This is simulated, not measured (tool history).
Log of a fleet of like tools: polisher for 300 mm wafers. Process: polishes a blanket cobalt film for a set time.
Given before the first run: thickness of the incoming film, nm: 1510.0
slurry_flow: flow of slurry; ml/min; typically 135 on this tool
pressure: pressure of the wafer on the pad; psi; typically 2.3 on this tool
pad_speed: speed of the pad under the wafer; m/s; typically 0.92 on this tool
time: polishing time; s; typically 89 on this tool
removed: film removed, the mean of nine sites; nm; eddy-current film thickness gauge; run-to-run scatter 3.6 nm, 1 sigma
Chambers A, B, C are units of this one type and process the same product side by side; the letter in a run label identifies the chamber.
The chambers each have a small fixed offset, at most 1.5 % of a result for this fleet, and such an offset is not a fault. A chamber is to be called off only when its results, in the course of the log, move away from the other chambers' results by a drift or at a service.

run   hour  slurry_flow  pressure  pad_speed  time  removed
 1A    5.9          135       2.3       0.92    89   572.44
 2B   12.5          135       2.3       0.92    89   574.45
 3C   20.4          135       2.3       0.92    89   567.34
 4A   27.7          135       2.3       0.92    89   571.19
        30  -- chamber C: worn pad replaced by a new one
 5B   35.5          135       2.3       0.92    89   575.37
      40.6  -- chamber B: worn pad replaced by a new one
 6C   40.8          135       2.3       0.92    89   570.33
 7B   45.7          135       2.3       0.92    89   579.26
 8A   49.3          135       2.3       0.92    89   576.45
 9C   55.4          135       2.3       0.92    89   567.91
10B   59.6          135       2.3       0.92    89   575.86
11C   64.9          135       2.3       0.92    89   570.03
12A   71.7          135       1.8       0.92    89    450.3
13C   78.2          135       1.8       0.92    89   449.78
      81.9  -- chamber C: slurry nozzle cleaned
14A   85.9          135       1.8       0.92    89   448.63
15B   92.2          135       2.3       0.92   105    676.5
16C     97          135       2.3       0.92   105   669.03
17A  103.7          135       2.3       0.92   105   681.37
     108.9  -- chamber C: worn pad replaced by a new one
18B  111.6          135       2.3       0.92    89   577.73
     111.8  -- chamber C: head pressure recalibrated
19B  117.4          135       2.3       0.92    89   573.59
20A  125.2          135       2.3       0.92    89    572.9
     128.5  -- chamber A: worn pad replaced by a new one
21C  130.9          135       2.3       0.92    89   521.57
22B  136.7          135       2.3       0.92    89   576.07
23C  142.7          135       2.3       0.92    89   533.45
24A  149.3          135       2.3       0.92    89    571.9
25A  153.4          135       2.3       0.92    89   563.07
26B    159          135       2.3       0.92    89   579.28
27C  166.4          135       2.3       0.92    89   518.12
28C  174.1          135       2.3       0.92    89   526.87
29B  179.9          135       2.3       0.92    89   577.18
     184.8  -- chamber B: worn pad replaced by a new one
30A  186.5          135       2.3       0.92    89   573.27
     187.5  -- chamber C: worn pad replaced by a new one
31A  192.5          135       2.3       0.92    89   569.79
32C  199.7          135       2.3       0.92    89   524.08
33B  204.8          135       2.3       0.92    89    573.4
34A  208.5          135       2.3       0.92    89   572.78
35C    214          135       2.3       0.92    89   522.88
36B    221          135       2.3       0.92    89   573.88

Is one chamber off against the others, does the gauge drift, or is nothing wrong? If a chamber is off, say which, and what the likeliest cause is.

After it was serviced, chamber C no longer matches the other chambers.
Cause: head's pressure below its setpoint, % = 8.25.

Which of the 4 candidates below, each the usual settings with something changed and its results left as question marks, puts chamber C back in line with what the other chambers give on the usual settings?
Maximum distance from the other chambers' mean on the usual settings for a result to count as in line: removed 13 nm
37C-1  226.8          135       2.3       0.88    85        ?
37C-2  226.8          135       2.3       0.94    91        ?
37C-3  226.8          135       2.3       0.96    93        ?
37C-4  226.8          135       2.3        0.9    87        ?

The mean the other chambers reach with the usual settings: removed 573.8 nm
  run  removed
37C-1   477.53
37C-2   546.22
37C-3   570.14
37C-4   499.92
With 37C-3, the chamber falls back in line with the rest.
